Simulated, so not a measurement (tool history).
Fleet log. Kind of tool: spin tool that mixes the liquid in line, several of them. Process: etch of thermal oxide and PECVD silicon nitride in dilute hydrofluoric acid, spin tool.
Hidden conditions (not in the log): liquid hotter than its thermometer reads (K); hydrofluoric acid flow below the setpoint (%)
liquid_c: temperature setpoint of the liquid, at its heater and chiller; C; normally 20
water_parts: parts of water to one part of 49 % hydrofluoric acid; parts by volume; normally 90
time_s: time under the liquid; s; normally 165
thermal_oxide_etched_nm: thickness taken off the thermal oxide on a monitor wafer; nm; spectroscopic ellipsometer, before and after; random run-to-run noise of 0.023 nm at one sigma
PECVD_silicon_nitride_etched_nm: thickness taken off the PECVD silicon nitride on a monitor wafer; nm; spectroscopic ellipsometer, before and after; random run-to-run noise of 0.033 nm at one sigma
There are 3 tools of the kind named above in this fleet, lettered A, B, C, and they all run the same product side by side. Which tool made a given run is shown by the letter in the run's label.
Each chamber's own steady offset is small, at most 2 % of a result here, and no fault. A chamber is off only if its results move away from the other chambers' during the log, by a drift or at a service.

| run | hour | liquid_c | water_parts | time_s | hours since the thermometer was replaced | hours since the hydrofluoric acid flow meter was replaced | read-back film thickness of the thermal oxide reference wafer, read on the same gauge (nm) | read-back film thickness of the PECVD silicon nitride reference wafer, read on the same gauge (nm) | thermal_oxide_etched_nm | PECVD_silicon_nitride_etched_nm |
|---|---|---|---|---|---|---|---|---|---|---|
| 1A | 11.3 | 20 | 90 | 165 | 714.7 | 1479.5 | 90.011 | 139.96 | 7.4267 | 2.4063 |
| 2C | 23.7 | 20 | 90 | 165 | 633.8 | 284.2 | 89.979 | 139.96 | 7.6155 | 2.4227 |
|  | 23.8 | chamber A: hydrofluoric acid flow meter replaced |
| 3B | 31.7 | 20 | 90 | 165 | 1235.9 | 805.6 | 90.022 | 140.02 | 7.7079 | 2.3519 |
| 4C | 44.6 | 20 | 90 | 165 | 654.7 | 305.1 | 90.004 | 139.97 | 7.6284 | 2.3889 |
| 5A | 53 | 20 | 90 | 165 | 756.4 | 29.3 | 89.973 | 140.01 | 7.4871 | 2.3648 |
| 6B | 68.7 | 20 | 90 | 165 | 1272.9 | 842.6 | 90.004 | 140.01 | 7.6835 | 2.3988 |
| 7A | 84.7 | 20 | 90 | 165 | 788.1 | 61 | 89.985 | 140.01 | 7.5004 | 2.3333 |
| 8C | 95.4 | 20 | 90 | 165 | 705.5 | 355.9 | 90.048 | 139.94 | 7.5991 | 2.3479 |
| 9B | 104.4 | 20 | 90 | 165 | 1308.6 | 878.3 | 90.052 | 140 | 7.6708 | 2.3604 |
| 10C | 113.4 | 21.5 | 45 | 165 | 723.5 | 373.9 | 89.964 | 139.96 | 16.776 | 5.0431 |
| 11B | 128.9 | 21.5 | 45 | 165 | 1333.1 | 902.8 | 90.014 | 139.99 | 16.939 | 5.1312 |
| 12A | 140.8 | 21.5 | 45 | 165 | 844.2 | 117.1 | 90.008 | 139.98 | 16.624 | 5.0761 |
| 13B | 150.9 | 20 | 90 | 165 | 1355.1 | 924.8 | 89.977 | 140 | 7.6841 | 2.3795 |
| 14A | 165.5 | 20 | 130 | 165 | 868.9 | 141.8 | 90.011 | 140.01 | 5.002 | 1.6785 |
| 15C | 178.5 | 20 | 130 | 165 | 788.6 | 439 | 89.944 | 139.95 | 5.0845 | 1.6501 |
| 16B | 193 | 20 | 130 | 165 | 1397.2 | 966.9 | 90.02 | 140 | 5.1125 | 1.6189 |
| 17C | 200.7 | 20 | 90 | 165 | 810.8 | 461.2 | 90.021 | 140.02 | 7.6254 | 2.3888 |
| 18A | 211.1 | 20 | 90 | 165 | 914.5 | 187.4 | 90.013 | 140.02 | 7.5125 | 2.3641 |
| 19B | 227.2 | 20 | 90 | 165 | 1431.4 | 1001.1 | 89.97 | 140 | 7.6975 | 2.4069 |
| 20C | 235.5 | 20 | 90 | 165 | 845.6 | 496 | 90.023 | 139.98 | 7.6371 | 2.3846 |
| 21A | 244.9 | 20 | 90 | 165 | 948.3 | 221.2 | 89.996 | 140.03 | 7.5106 | 2.4176 |

Is one chamber out of step, is the gauge drifting, or do the chambers differ by no more than their own small offsets? For an off chamber, give its letter and the likeliest cause.

All chambers stay in line apart from their small fixed offsets, and the gauge does not drift.

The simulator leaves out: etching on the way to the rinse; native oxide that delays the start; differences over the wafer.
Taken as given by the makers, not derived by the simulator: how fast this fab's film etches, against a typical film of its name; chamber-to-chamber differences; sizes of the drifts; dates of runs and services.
